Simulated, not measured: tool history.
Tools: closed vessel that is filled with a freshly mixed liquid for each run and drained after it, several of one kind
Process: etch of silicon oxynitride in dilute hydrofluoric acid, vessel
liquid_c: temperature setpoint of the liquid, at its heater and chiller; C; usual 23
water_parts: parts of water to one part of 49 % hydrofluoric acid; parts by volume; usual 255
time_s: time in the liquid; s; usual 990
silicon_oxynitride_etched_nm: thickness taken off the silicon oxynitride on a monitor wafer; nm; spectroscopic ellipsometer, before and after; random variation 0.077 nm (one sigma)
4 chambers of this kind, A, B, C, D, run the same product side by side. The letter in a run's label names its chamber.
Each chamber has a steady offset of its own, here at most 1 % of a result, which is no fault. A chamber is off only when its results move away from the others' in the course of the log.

run	day	liquid_c	water_parts	time_s	hours since the thermometer was replaced	hours since the hydrofluoric acid flow meter was replaced	read-back film thickness of the silicon oxynitride reference wafer, read on the same gauge (nm)	silicon_oxynitride_etched_nm
1D	0.154	23	255	990	711.9	1041.9	50.073	11.52
2C	0.312	23	255	990	406	817.1	50.012	11.369
3B	0.421	23	255	990	1282	782	50.024	11.523
4A	0.538	23	255	990	2113.6	247.8	50.009	11.354
5D	0.654	23	255	990	723.9	1053.9	49.977	11.445
6B	0.817	23	255	990	1291.5	791.5	50	11.419
7A	0.971	23	255	990	2124	258.2	50.034	11.411
8C	1.162	21	300	990	426.4	837.5	50.02	8.7309
9C	1.367	21	300	990	431.3	842.4	49.996	8.653
10D	1.475	21	300	990	743.6	1073.6	49.985	8.5692
11B	1.662	21	300	990	1311.8	811.8	49.972	8.6643
12A	1.771	23	255	990	2143.2	277.4	49.957	11.651
13C	1.925	23	255	990	444.7	855.8	50.036	11.539
14B	2.083	23	255	990	1321.9	821.9	50.007	11.541
15A	2.204	23	255	990	2153.6	287.8	49.995	11.346
16D	2.354	23	255	990	764.7	1094.7	50.031	11.579
17C	2.558	23	255	990	459.9	871	49.967	11.301
18B	2.767	23	255	990	1338.3	838.3	49.961	11.457
19D	2.962	23	255	990	779.3	1109.3	50.044	11.512
20A	3.146	23	255	990	2176.2	310.4	49.961	11.423
21D	3.317	23	255	990	787.8	1117.8	49.975	11.444
22C	3.45	23	255	990	481.3	892.4	50.035	11.182
23A	3.558	23	255	990	2186.1	320.3	49.982	11.437
24B	3.742	23	170	520	1361.7	861.7	50.034	9.6529
25D	3.933	23	170	520	802.6	1132.6	49.989	9.6277
26A	4.071	23	170	520	2198.4	332.6	49.982	9.4754
27C	4.283	23	170	520	501.3	912.4	50.003	9.1191
28B	4.429	23	255	990	1378.2	878.2	49.995	11.605
29B	4.562	23	255	990	1381.4	881.4	49.994	11.463
30D	4.704	26	255	990	821.1	1151.1	49.951	13.057
31C	4.908	26	255	990	516.3	927.4	50.005	12.313
32A	5.112	26	255	990	2223.4	357.6	49.982	13.057
33B	5.242	26	255	990	1397.7	897.7	50.029	13.05
34D	5.371	27.5	215	990	837.1	1167.1	50.018	17.055
35C	5.517	27.5	215	990	530.9	942	50.03	15.798
36A	5.662	27.5	215	990	2236.6	370.8	49.999	17.081
37B	5.842	27.5	215	990	1412.1	912.1	50.035	17.168
38C	6.025	23	255	990	543.1	954.2	50.022	10.602
39D	6.167	23	170	1190	856.2	1186.2	50.016	22.008
40A	6.342	23	170	1190	2252.9	387.1	50.02	22.006
41D	6.525	23	170	1190	864.8	1194.8	50.004	21.857

What goes on in this fleet: one chamber off, a drifting gauge, or nothing beyond the chambers' own small offsets? Name the chamber and the cause, if any.

Chamber C drifts away from the others.
Cause: liquid colder than its thermometer reads (K) = 2.1.
The log may not tell that from: hydrofluoric acid flow below the setpoint (%).

Here are 4 candidates for chamber C's next run, each the usual settings with a change, their results left as question marks. Which one brings its results back in line with what the others give on the usual settings?
In line means no further than this from the other chambers' mean on the usual settings: silicon_oxynitride_etched_nm 0.27 nm
42C-1	6.679	23	220	990				?
42C-2	6.679	19.5	255	990				?
42C-3	6.679	23	245	1030				?
42C-4	6.679	23	265	945				?

The other chambers' mean on the usual settings: silicon_oxynitride_etched_nm 11.45 nm
run	silicon_oxynitride_etched_nm
42C-1	12.428
42C-2	8.9259
42C-3	11.413
42C-4	9.5526
42C-3 brings the chamber back in line.
